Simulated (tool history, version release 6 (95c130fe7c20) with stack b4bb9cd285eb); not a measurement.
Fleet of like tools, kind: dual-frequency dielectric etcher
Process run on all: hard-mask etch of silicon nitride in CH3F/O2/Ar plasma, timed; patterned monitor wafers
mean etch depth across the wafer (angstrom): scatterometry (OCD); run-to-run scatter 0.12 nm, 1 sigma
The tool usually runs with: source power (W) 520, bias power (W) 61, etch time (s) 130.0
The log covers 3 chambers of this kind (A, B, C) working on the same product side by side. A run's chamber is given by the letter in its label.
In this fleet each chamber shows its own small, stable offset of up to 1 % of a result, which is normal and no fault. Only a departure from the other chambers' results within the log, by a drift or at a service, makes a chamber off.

run,hour,source power (W),bias power (W),etch time (s),hours since the last wet clean,hours since the last source power generator calibration,hours since the last bias power generator calibration,"read-back reference wafer on the same gauge, depth_nm",mean etch depth across the wafer (angstrom)
# hour 0.1: chamber C: bias power generator calibrated
1A,12.0,520,61,130.0,269.6,2137.5,1546.2,77.645,949.95
2B,22.2,520,61,130.0,336.2,94.1,1348.0,77.638,948.17
3C,29.8,520,61,130.0,150.7,607.6,29.7,77.643,960.36
4A,42.4,520,61,130.0,300.0,2167.9,1576.6,77.653,950.59
# hour 51.0: chamber A: source power generator calibrated
5B,54.7,520,61,130.0,368.7,126.6,1380.5,77.649,946.74
6C,65.5,520,61,130.0,186.4,643.3,65.4,77.669,961.04
7A,75.0,450,61,130.0,332.6,24.0,1609.2,77.695,899.63
8B,84.5,450,61,130.0,398.5,156.4,1410.3,77.710,892.98
# hour 90.6: chamber B: wet clean of the chamber
9C,92.3,450,61,130.0,213.2,670.1,92.2,77.732,911.82
10B,104.4,520,61,130.0,13.8,176.3,1430.2,77.717,947.91
11C,119.8,520,61,106.0,240.7,697.6,119.7,77.742,785.52
12A,128.0,520,61,106.0,385.6,77.0,1662.2,77.760,776.28
13C,138.4,520,61,106.0,259.3,716.2,138.3,77.774,784.86
14A,148.4,520,61,130.0,406.0,97.4,1682.6,77.786,952.44
15B,158.0,520,50,110.5,67.4,229.9,1483.8,77.762,757.33
16B,169.5,520,50,110.5,78.9,241.4,1495.3,77.803,755.72
17C,179.2,520,50,110.5,300.1,757.0,179.1,77.828,770.33
18A,185.9,520,61,130.0,443.5,134.9,1720.1,77.846,954.21
19B,198.9,520,61,130.0,108.3,270.8,1524.7,77.850,948.67
20A,210.7,520,61,130.0,468.3,159.7,1744.9,77.864,952.93
21C,222.9,520,61,130.0,343.8,800.7,222.8,77.842,963.42
22C,234.4,520,61,130.0,355.3,812.2,234.3,77.878,963.90
23A,242.2,520,61,130.0,499.8,191.2,1776.4,77.861,953.82
# hour 251.4: chamber A: wet clean of the chamber
24B,256.5,520,61,130.0,165.9,328.4,1582.3,77.919,950.79
25C,264.4,520,61,130.0,385.3,842.2,264.3,77.911,964.05
26A,275.4,520,61,130.0,24.0,224.4,1809.6,77.941,952.34
27B,289.8,520,61,130.0,199.2,361.7,1615.6,77.947,951.38
28C,296.7,520,61,130.0,417.6,874.5,296.6,77.955,965.29
29A,308.0,520,61,130.0,56.6,257.0,1842.2,77.979,957.40
30B,319.2,520,67,163.5,228.6,391.1,1645.0,78.005,1231.40
31C,331.1,520,67,163.5,452.0,908.9,331.0,77.989,1250.60

One chamber off, gauge drift, or nothing amiss beyond the chambers' own small offsets? If it is a chamber, which one, and what is the likeliest cause?

The gauge drifts, so all chambers seem to drift together. No chamber is off.
Cause: gauge reads high (%) = 0.531.

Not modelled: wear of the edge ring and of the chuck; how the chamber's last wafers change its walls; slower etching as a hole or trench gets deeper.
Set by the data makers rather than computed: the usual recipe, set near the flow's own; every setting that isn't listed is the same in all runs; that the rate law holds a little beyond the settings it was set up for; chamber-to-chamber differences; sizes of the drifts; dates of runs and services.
